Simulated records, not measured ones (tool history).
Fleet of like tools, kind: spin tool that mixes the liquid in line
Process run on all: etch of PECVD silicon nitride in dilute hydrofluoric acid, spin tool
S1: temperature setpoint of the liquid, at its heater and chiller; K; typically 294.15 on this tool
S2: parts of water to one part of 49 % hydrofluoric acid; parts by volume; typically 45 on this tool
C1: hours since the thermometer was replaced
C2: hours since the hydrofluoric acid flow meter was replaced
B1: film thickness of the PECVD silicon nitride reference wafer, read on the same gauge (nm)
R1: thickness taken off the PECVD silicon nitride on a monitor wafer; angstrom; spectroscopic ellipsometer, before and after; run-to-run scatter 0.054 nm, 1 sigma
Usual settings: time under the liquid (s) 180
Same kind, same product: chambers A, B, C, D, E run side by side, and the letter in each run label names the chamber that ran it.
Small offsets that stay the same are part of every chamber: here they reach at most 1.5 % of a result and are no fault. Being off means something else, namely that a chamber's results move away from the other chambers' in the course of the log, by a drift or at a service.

{"run": "1E", "hour": 7.1, "S1": 294.15, "S2": 45, "time under the liquid (s)": 180, "C1": 810.9, "C2": 381.5, "B1": 120.02, "R1": 71.308}
{"run": "2B", "hour": 15.5, "S1": 294.15, "S2": 45, "time under the liquid (s)": 180, "C1": 1131.6, "C2": 997.5, "B1": 120.0, "R1": 72.018}
{"run": "3D", "hour": 22.3, "S1": 294.15, "S2": 45, "time under the liquid (s)": 180, "C1": 630.0, "C2": 492.3, "B1": 120.03, "R1": 71.369}
{"run": "4C", "hour": 31.8, "S1": 294.15, "S2": 45, "time under the liquid (s)": 180, "C1": 597.2, "C2": 383.1, "B1": 119.98, "R1": 71.932}
{"run": "5A", "hour": 40.6, "S1": 298.65, "S2": 45, "time under the liquid (s)": 180, "C1": 1157.1, "C2": 207.4, "B1": 119.97, "R1": 97.037}
{"run": "6E", "hour": 47.1, "S1": 298.65, "S2": 45, "time under the liquid (s)": 180, "C1": 850.9, "C2": 421.5, "B1": 120.01, "R1": 95.83}
{"hour": 52.6, "done": "chamber C: hydrofluoric acid flow meter replaced"}
{"run": "7B", "hour": 53.0, "S1": 298.65, "S2": 45, "time under the liquid (s)": 180, "C1": 1169.1, "C2": 1035.0, "B1": 120.0, "R1": 98.457}
{"run": "8A", "hour": 58.9, "S1": 298.65, "S2": 45, "time under the liquid (s)": 180, "C1": 1175.4, "C2": 225.7, "B1": 120.0, "R1": 99.113}
{"run": "9C", "hour": 68.6, "S1": 298.65, "S2": 45, "time under the liquid (s)": 180, "C1": 634.0, "C2": 16.1, "B1": 119.99, "R1": 96.78}
{"run": "10D", "hour": 76.1, "S1": 294.15, "S2": 45, "time under the liquid (s)": 180, "C1": 683.8, "C2": 546.1, "B1": 119.96, "R1": 71.648}
{"run": "11B", "hour": 82.8, "S1": 294.15, "S2": 45, "time under the liquid (s)": 180, "C1": 1198.9, "C2": 1064.8, "B1": 119.99, "R1": 71.683}
{"run": "12E", "hour": 91.3, "S1": 294.15, "S2": 45, "time under the liquid (s)": 180, "C1": 895.1, "C2": 465.7, "B1": 119.97, "R1": 70.691}
{"run": "13C", "hour": 98.9, "S1": 294.15, "S2": 45, "time under the liquid (s)": 180, "C1": 664.3, "C2": 46.4, "B1": 119.96, "R1": 71.876}
{"run": "14A", "hour": 110.2, "S1": 294.15, "S2": 45, "time under the liquid (s)": 180, "C1": 1226.7, "C2": 277.0, "B1": 120.0, "R1": 72.517}
{"run": "15D", "hour": 118.8, "S1": 294.15, "S2": 45, "time under the liquid (s)": 180, "C1": 726.5, "C2": 588.8, "B1": 120.07, "R1": 70.04}
{"run": "16B", "hour": 127.8, "S1": 294.15, "S2": 40, "time under the liquid (s)": 180, "C1": 1243.9, "C2": 1109.8, "B1": 120.01, "R1": 79.012}
{"run": "17D", "hour": 139.5, "S1": 294.15, "S2": 40, "time under the liquid (s)": 180, "C1": 747.2, "C2": 609.5, "B1": 119.97, "R1": 78.973}
{"run": "18A", "hour": 146.0, "S1": 294.15, "S2": 40, "time under the liquid (s)": 180, "C1": 1262.5, "C2": 312.8, "B1": 120.05, "R1": 80.415}
{"hour": 152.1, "done": "chamber B: thermometer replaced"}
{"run": "19E", "hour": 153.8, "S1": 294.15, "S2": 40, "time under the liquid (s)": 180, "C1": 957.6, "C2": 528.2, "B1": 120.02, "R1": 79.46}
{"run": "20C", "hour": 163.4, "S1": 294.15, "S2": 40, "time under the liquid (s)": 180, "C1": 728.8, "C2": 110.9, "B1": 120.01, "R1": 79.04}
{"run": "21C", "hour": 169.9, "S1": 294.15, "S2": 45, "time under the liquid (s)": 180, "C1": 735.3, "C2": 117.4, "B1": 119.98, "R1": 72.024}
{"run": "22D", "hour": 179.0, "S1": 294.15, "S2": 45, "time under the liquid (s)": 180, "C1": 786.7, "C2": 649.0, "B1": 119.94, "R1": 71.473}
{"hour": 184.7, "done": "chamber A: thermometer replaced"}
{"run": "23E", "hour": 185.7, "S1": 294.15, "S2": 45, "time under the liquid (s)": 180, "C1": 989.5, "C2": 560.1, "B1": 120.0, "R1": 71.335}
{"run": "24A", "hour": 194.0, "S1": 294.15, "S2": 45, "time under the liquid (s)": 180, "C1": 9.3, "C2": 360.8, "B1": 119.99, "R1": 71.406}
{"run": "25B", "hour": 204.5, "S1": 294.15, "S2": 45, "time under the liquid (s)": 180, "C1": 52.4, "C2": 1186.5, "B1": 120.0, "R1": 67.909}
{"run": "26C", "hour": 216.2, "S1": 294.15, "S2": 45, "time under the liquid (s)": 180, "C1": 781.6, "C2": 163.7, "B1": 119.97, "R1": 71.614}
{"run": "27A", "hour": 226.1, "S1": 294.15, "S2": 45, "time under the liquid (s)": 180, "C1": 41.4, "C2": 392.9, "B1": 120.01, "R1": 71.258}
{"run": "28D", "hour": 232.2, "S1": 294.15, "S2": 45, "time under the liquid (s)": 180, "C1": 839.9, "C2": 702.2, "B1": 120.0, "R1": 71.34}
{"run": "29E", "hour": 237.5, "S1": 294.15, "S2": 45, "time under the liquid (s)": 180, "C1": 1041.3, "C2": 611.9, "B1": 120.03, "R1": 71.052}
{"run": "30B", "hour": 248.6, "S1": 294.15, "S2": 45, "time under the liquid (s)": 180, "C1": 96.5, "C2": 1230.6, "B1": 119.98, "R1": 66.572}

Next, all 5 chambers run the settings below, one line each with question marks for the results. What does each chamber give?
{"run": "31A", "hour": 257.2, "S1": 294.15, "S2": 45, "time under the liquid (s)": 180, "R1": "?"}
{"run": "31B", "hour": 257.2, "S1": 294.15, "S2": 45, "time under the liquid (s)": 180, "R1": "?"}
{"run": "31C", "hour": 257.2, "S1": 294.15, "S2": 45, "time under the liquid (s)": 180, "R1": "?"}
{"run": "31D", "hour": 257.2, "S1": 294.15, "S2": 45, "time under the liquid (s)": 180, "R1": "?"}
{"run": "31E", "hour": 257.2, "S1": 294.15, "S2": 45, "time under the liquid (s)": 180, "R1": "?"}

run=31A R1=71.642
run=31B R1=65.155
run=31C R1=72.329
run=31D R1=70.492
run=31E R1=70.087
